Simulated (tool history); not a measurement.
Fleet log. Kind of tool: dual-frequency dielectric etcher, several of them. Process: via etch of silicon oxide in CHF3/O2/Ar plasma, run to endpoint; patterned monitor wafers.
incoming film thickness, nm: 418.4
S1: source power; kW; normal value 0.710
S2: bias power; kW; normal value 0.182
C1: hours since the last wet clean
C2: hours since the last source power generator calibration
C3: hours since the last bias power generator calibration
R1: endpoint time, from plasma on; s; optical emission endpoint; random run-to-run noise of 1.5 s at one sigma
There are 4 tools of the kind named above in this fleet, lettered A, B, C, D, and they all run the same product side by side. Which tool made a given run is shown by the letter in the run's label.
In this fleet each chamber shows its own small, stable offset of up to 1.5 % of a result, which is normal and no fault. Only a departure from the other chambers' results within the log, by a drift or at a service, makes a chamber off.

run     day     S1     S2     C1      C2      C3      R1
 1A   0.279  0.710  0.182  426.3   175.9   873.4  194.59
 2B   0.742  0.710  0.182  237.2  1578.2  1791.0  196.60
 3D   1.150  0.710  0.182   75.8  1958.4   105.2  199.51
 4C   1.554  0.710  0.182  265.4   814.9   567.7  199.71
 5A   2.029  0.710  0.182  468.3   217.9   915.4  197.32
 6D   2.500  0.710  0.182  108.2  1990.8   137.6  195.82
 7C   2.875  0.710  0.217  297.1   846.6   599.4  190.28
 8B   3.362  0.710  0.217  300.1  1641.1  1853.9  186.46
 9D   3.838  0.710  0.217  140.3  2022.9   169.7  186.27
      3.954  -- chamber A: wet clean of the chamber
10A   4.108  0.710  0.217    3.8   267.8   965.3  186.76
11C   4.562  0.710  0.182  337.6   887.1   639.9  201.68
12B   4.975  0.880  0.199  338.8  1679.8  1892.6  175.79
13C   5.338  0.880  0.199  356.2   905.7   658.5  180.00
14A   5.775  0.880  0.199   43.8   307.8  1005.3  174.78
15B   6.279  0.880  0.199  370.1  1711.1  1923.9  178.36
16D   6.633  0.710  0.182  207.4  2090.0   236.8  196.07
17C   6.896  0.710  0.182  393.6   943.1   695.9  197.79
18D   7.233  0.710  0.182  221.8  2104.4   251.2  195.94
19A   7.729  0.710  0.182   90.7   354.7  1052.2  195.29
20B   8.004  0.710  0.182  411.5  1752.5  1965.3  201.69
      8.050  -- chamber C: wet clean of the chamber
21A   8.225  0.710  0.182  102.6   366.6  1064.1  197.28
22D   8.683  0.710  0.182  256.6  2139.2   286.0  198.85
23B   9.058  0.710  0.182  436.8  1777.8  1990.6  198.64
24C   9.438  0.710  0.182   33.3  1004.1   756.9  198.17
25C   9.683  0.710  0.182   39.2  1010.0   762.8  199.70
26A  10.142  0.710  0.226  148.6   412.6  1110.1  180.78
27D  10.646  0.710  0.226  303.7  2186.3   333.1  185.07
28B  10.892  0.710  0.226  480.8  1821.8  2034.6  190.36
29A  11.342  0.710  0.226  177.4   441.4  1138.9  180.43
30B  11.696  0.710  0.182  500.1  1841.1  2053.9  205.42
31D  12.129  0.710  0.182  339.3  2221.9   368.7  198.84
32C  12.592  0.710  0.182  109.0  1079.8   832.6  199.50
33A  12.900  0.710  0.182  214.8   478.8  1176.3  194.59
34C  13.192  0.710  0.182  123.4  1094.2   847.0  200.38
35D  13.683  0.880  0.168  376.6  2259.2   406.0  189.49
36B  14.175  0.880  0.168  559.6  1900.6  2113.4  194.66
37B  14.583  0.880  0.168  569.4  1910.4  2123.2  190.99
38D  14.888  0.880  0.168  405.5  2288.1   434.9  189.15
39C  15.200  0.710  0.224  171.6  1142.4   895.2  185.52
40A  15.696  0.710  0.224  281.9   545.9  1243.4  181.40
41B  15.971  0.710  0.224  602.7  1943.7  2156.5  193.68
42D  16.442  0.710  0.224  442.8  2325.4   472.2  183.87
43C  16.804  0.710  0.182  210.1  1180.9   933.7  200.13
44A  17.204  0.710  0.182  318.1   582.1  1279.6  195.71

Has any chamber moved away from the others, gradually or after a service, or does the common gauge drift, or do the chambers differ only by their own small steady offsets? State the chamber and the most likely cause if one applies.

One chamber, B, drifts off from the rest bit by bit.
What lies behind it: etch rate under this chamber's usual, % = 5.21.

Here are 4 candidates for chamber B's next run, each the usual settings with a change, their results left as question marks. Which one brings its results back in line with what the others give on the usual settings?
Maximum distance from the other chambers' mean on the usual settings for a result to count as in line: R1 5.40 s
45B-1  17.567  0.620  0.182               ?
45B-2  17.567  0.760  0.193               ?
45B-3  17.567  0.710  0.236               ?
45B-4  17.567  0.610  0.160               ?

Average result of the remaining chambers running the usual settings: R1 197.75 s
  run      R1
45B-1  218.45
45B-2  197.96
45B-3  189.88
45B-4  229.29
The right change is 45B-2: it brings the chamber back within the allowed miss of the others.

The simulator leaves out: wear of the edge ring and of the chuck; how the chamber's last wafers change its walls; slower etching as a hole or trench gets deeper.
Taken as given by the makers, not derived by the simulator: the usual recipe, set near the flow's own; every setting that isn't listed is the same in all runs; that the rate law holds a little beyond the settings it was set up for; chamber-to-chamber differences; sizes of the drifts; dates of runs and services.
